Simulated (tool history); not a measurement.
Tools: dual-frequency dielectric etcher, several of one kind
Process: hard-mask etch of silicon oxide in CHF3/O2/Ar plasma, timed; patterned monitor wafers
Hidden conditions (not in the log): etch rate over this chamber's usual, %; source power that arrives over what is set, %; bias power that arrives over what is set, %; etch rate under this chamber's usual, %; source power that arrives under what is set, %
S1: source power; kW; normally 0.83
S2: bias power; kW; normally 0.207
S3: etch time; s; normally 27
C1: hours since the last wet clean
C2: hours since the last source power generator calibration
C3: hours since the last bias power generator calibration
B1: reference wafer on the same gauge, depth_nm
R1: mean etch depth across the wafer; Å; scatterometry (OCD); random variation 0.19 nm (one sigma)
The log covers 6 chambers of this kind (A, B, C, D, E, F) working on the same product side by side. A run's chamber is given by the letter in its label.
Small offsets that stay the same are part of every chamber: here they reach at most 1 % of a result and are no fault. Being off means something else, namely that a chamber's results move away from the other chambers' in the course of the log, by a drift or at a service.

Run 1A, hour 8.2: usual settings; C1 173.2; C2 3507.1; C3 3467.2; B1 63.476. Result: R1 635.29 Å.
Run 2B, hour 13.7: usual settings; C1 287.3; C2 1767.6; C3 2135.1; B1 63.485. Result: R1 630.54 Å.
At hour 16.7: chamber D: wet clean of the chamber.
Run 3C, hour 18.5: usual settings; C1 374.3; C2 4876.3; C3 1644.4; B1 63.522. Result: R1 634.08 Å.
Run 4E, hour 25.8: usual settings; C1 385; C2 3204.7; C3 2319.4; B1 63.479. Result: R1 633.06 Å.
At hour 27.1: chamber C: wet clean of the chamber.
Run 5D, hour 31.3: usual settings; C1 14.7; C2 855.9; C3 3305.3; B1 63.517. Result: R1 636.46 Å.
Run 6F, hour 35.9: usual settings; C1 365.7; C2 4377.9; C3 2024.1; B1 63.501. Result: R1 632.99 Å.
Run 7F, hour 44.2: usual settings; C1 374; C2 4386.2; C3 2032.4; B1 63.485. Result: R1 631.36 Å.
Run 8D, hour 51.5: usual settings; C1 34.9; C2 876.1; C3 3325.5; B1 63.454. Result: R1 638.49 Å.
At hour 55.6: chamber B: source power generator calibrated.
Run 9C, hour 59.2: usual settings; C1 32.2; C2 4917; C3 1685.1; B1 63.473. Result: R1 633.34 Å.
Run 10B, hour 65.7: usual settings; C1 339.3; C2 10.1; C3 2187.1; B1 63.482. Result: R1 628.49 Å.
Run 11A, hour 71.8: usual settings but S2 0.239 kW; C1 236.8; C2 3570.7; C3 3530.8; B1 63.5. Result: R1 665.36 Å.
At hour 72: chamber E: wet clean of the chamber.
At hour 74.3: chamber B: bias power generator calibrated.
Run 12E, hour 79.7: usual settings but S2 0.239 kW; C1 7.8; C2 3258.6; C3 2373.3; B1 63.482. Result: R1 669.11 Å.
Run 13D, hour 83.6: usual settings but S2 0.239 kW; C1 67; C2 908.2; C3 3357.6; B1 63.544. Result: R1 665.16 Å.
Run 14E, hour 91.1: usual settings but S2 0.239 kW; C1 19.2; C2 3270; C3 2384.7; B1 63.535. Result: R1 666.34 Å.
Run 15F, hour 97.8: usual settings but S2 0.239 kW; C1 427.6; C2 4439.8; C3 2086; B1 63.504. Result: R1 663.57 Å.
Run 16B, hour 101.7: usual settings but S2 0.239 kW; C1 375.3; C2 46.1; C3 27.4; B1 63.439. Result: R1 660.72 Å.
Run 17A, hour 110.5: usual settings; C1 275.5; C2 3609.4; C3 3569.5; B1 63.498. Result: R1 634.26 Å.
Run 18C, hour 115.3: usual settings; C1 88.3; C2 4973.1; C3 1741.2; B1 63.54. Result: R1 635.79 Å.
At hour 118.2: chamber F: source power generator calibrated.
Run 19B, hour 123.7: usual settings; C1 397.3; C2 68.1; C3 49.4; B1 63.54. Result: R1 628.83 Å.
Run 20A, hour 129: usual settings; C1 294; C2 3627.9; C3 3588; B1 63.514. Result: R1 635.53 Å.
Run 21D, hour 134.1: usual settings; C1 117.5; C2 958.7; C3 3408.1; B1 63.488. Result: R1 634.68 Å.
Run 22F, hour 138.4: usual settings; C1 468.2; C2 20.2; C3 2126.6; B1 63.471. Result: R1 633.9 Å.
Run 23E, hour 147.1: usual settings; C1 75.2; C2 3326; C3 2440.7; B1 63.497. Result: R1 634.52 Å.
Run 24C, hour 151.8: usual settings but S1 0.9 kW, S3 22 s; C1 124.8; C2 5009.6; C3 1777.7; B1 63.492. Result: R1 530.97 Å.
At hour 154.9: chamber E: bias power generator calibrated.
Run 25E, hour 158.7: usual settings but S1 0.9 kW, S3 22 s; C1 86.8; C2 3337.6; C3 3.8; B1 63.509. Result: R1 533.61 Å.
Run 26F, hour 164.6: usual settings but S1 0.9 kW, S3 22 s; C1 494.4; C2 46.4; C3 2152.8; B1 63.477. Result: R1 531.84 Å.
Run 27D, hour 171.1: usual settings but S1 0.9 kW, S3 22 s; C1 154.5; C2 995.7; C3 3445.1; B1 63.526. Result: R1 532.59 Å.
Run 28A, hour 178.7: usual settings but S1 0.9 kW, S3 22 s; C1 343.7; C2 3677.6; C3 3637.7; B1 63.495. Result: R1 530.92 Å.
Run 29B, hour 185.8: usual settings but S1 0.9 kW, S3 22 s; C1 459.4; C2 130.2; C3 111.5; B1 63.533. Result: R1 518.27 Å.
Run 30C, hour 192.7: usual settings; C1 165.7; C2 5050.5; C3 1818.6; B1 63.468. Result: R1 633.51 Å.
Run 31C, hour 200.9: usual settings; C1 173.9; C2 5058.7; C3 1826.8; B1 63.453. Result: R1 632.38 Å.
Run 32A, hour 207.6: usual settings; C1 372.6; C2 3706.5; C3 3666.6; B1 63.556. Result: R1 630.84 Å.
Run 33E, hour 216.5: usual settings; C1 144.6; C2 3395.4; C3 61.6; B1 63.485. Result: R1 632.92 Å.
Run 34B, hour 223.5: usual settings; C1 497.1; C2 167.9; C3 149.2; B1 63.499. Result: R1 616.75 Å.
Run 35F, hour 229.3: usual settings; C1 559.1; C2 111.1; C3 2217.5; B1 63.518. Result: R1 631.56 Å.
Run 36D, hour 234.1: usual settings; C1 217.5; C2 1058.7; C3 3508.1; B1 63.538. Result: R1 634.26 Å.
Run 37B, hour 242.1: usual settings but S3 30 s; C1 515.7; C2 186.5; C3 167.8; B1 63.499. Result: R1 682.7 Å.
Run 38A, hour 248.5: usual settings but S3 30 s; C1 413.5; C2 3747.4; C3 3707.5; B1 63.504. Result: R1 698.94 Å.
Run 39C, hour 255.8: usual settings but S3 30 s; C1 228.8; C2 5113.6; C3 1881.7; B1 63.551. Result: R1 699.04 Å.
Run 40F, hour 261.4: usual settings but S3 30 s; C1 591.2; C2 143.2; C3 2249.6; B1 63.536. Result: R1 701.34 Å.
Run 41D, hour 266.9: usual settings but S3 30 s; C1 250.3; C2 1091.5; C3 3540.9; B1 63.492. Result: R1 707 Å.
At hour 268.4: chamber C: source power generator calibrated.
Run 42E, hour 270.9: usual settings but S3 30 s; C1 199; C2 3449.8; C3 116; B1 63.46. Result: R1 705.29 Å.
Run 43C, hour 275.1: usual settings; C1 248.1; C2 6.7; C3 1901; B1 63.528. Result: R1 636.46 Å.
Run 44F, hour 279.1: usual settings but S1 0.68 kW, S2 0.228 kW; C1 608.9; C2 160.9; C3 2267.3; B1 63.513. Result: R1 605.65 Å.

Is one chamber off against the others, does the gauge drift, or is nothing wrong? If a chamber is off, say which, and what the likeliest cause is.

Little by little, chamber B moves away from the other chambers.
What lies behind it: etch rate under this chamber's usual, % = 3.04.

Chamber B could run next with any of the 4 candidate recipes listed below; each alters the usual settings, and their results appear as question marks. Which one brings its results back in line with what the other chambers deliver on the usual settings?
In-line tolerance around the mean of the other chambers on the usual settings: R1 6.8 Å
Run 45B-1, hour 285.6: usual settings but S1 0.84 kW, S3 29 s. Result: R1 ?.
Run 45B-2, hour 285.6: usual settings but S1 0.75 kW, S2 0.189 kW. Result: R1 ?.
Run 45B-3, hour 285.6: usual settings but S1 0.88 kW, S2 0.217 kW. Result: R1 ?.
Run 45B-4, hour 285.6: usual settings but S1 0.78 kW, S2 0.197 kW. Result: R1 ?.

What the other chambers average on the usual settings: R1 633.99 Å
  run      R1
45B-1  659.29
45B-2  570.43
45B-3  634.73
45B-4  587.04
With 45B-3, the chamber falls back in line with the rest.

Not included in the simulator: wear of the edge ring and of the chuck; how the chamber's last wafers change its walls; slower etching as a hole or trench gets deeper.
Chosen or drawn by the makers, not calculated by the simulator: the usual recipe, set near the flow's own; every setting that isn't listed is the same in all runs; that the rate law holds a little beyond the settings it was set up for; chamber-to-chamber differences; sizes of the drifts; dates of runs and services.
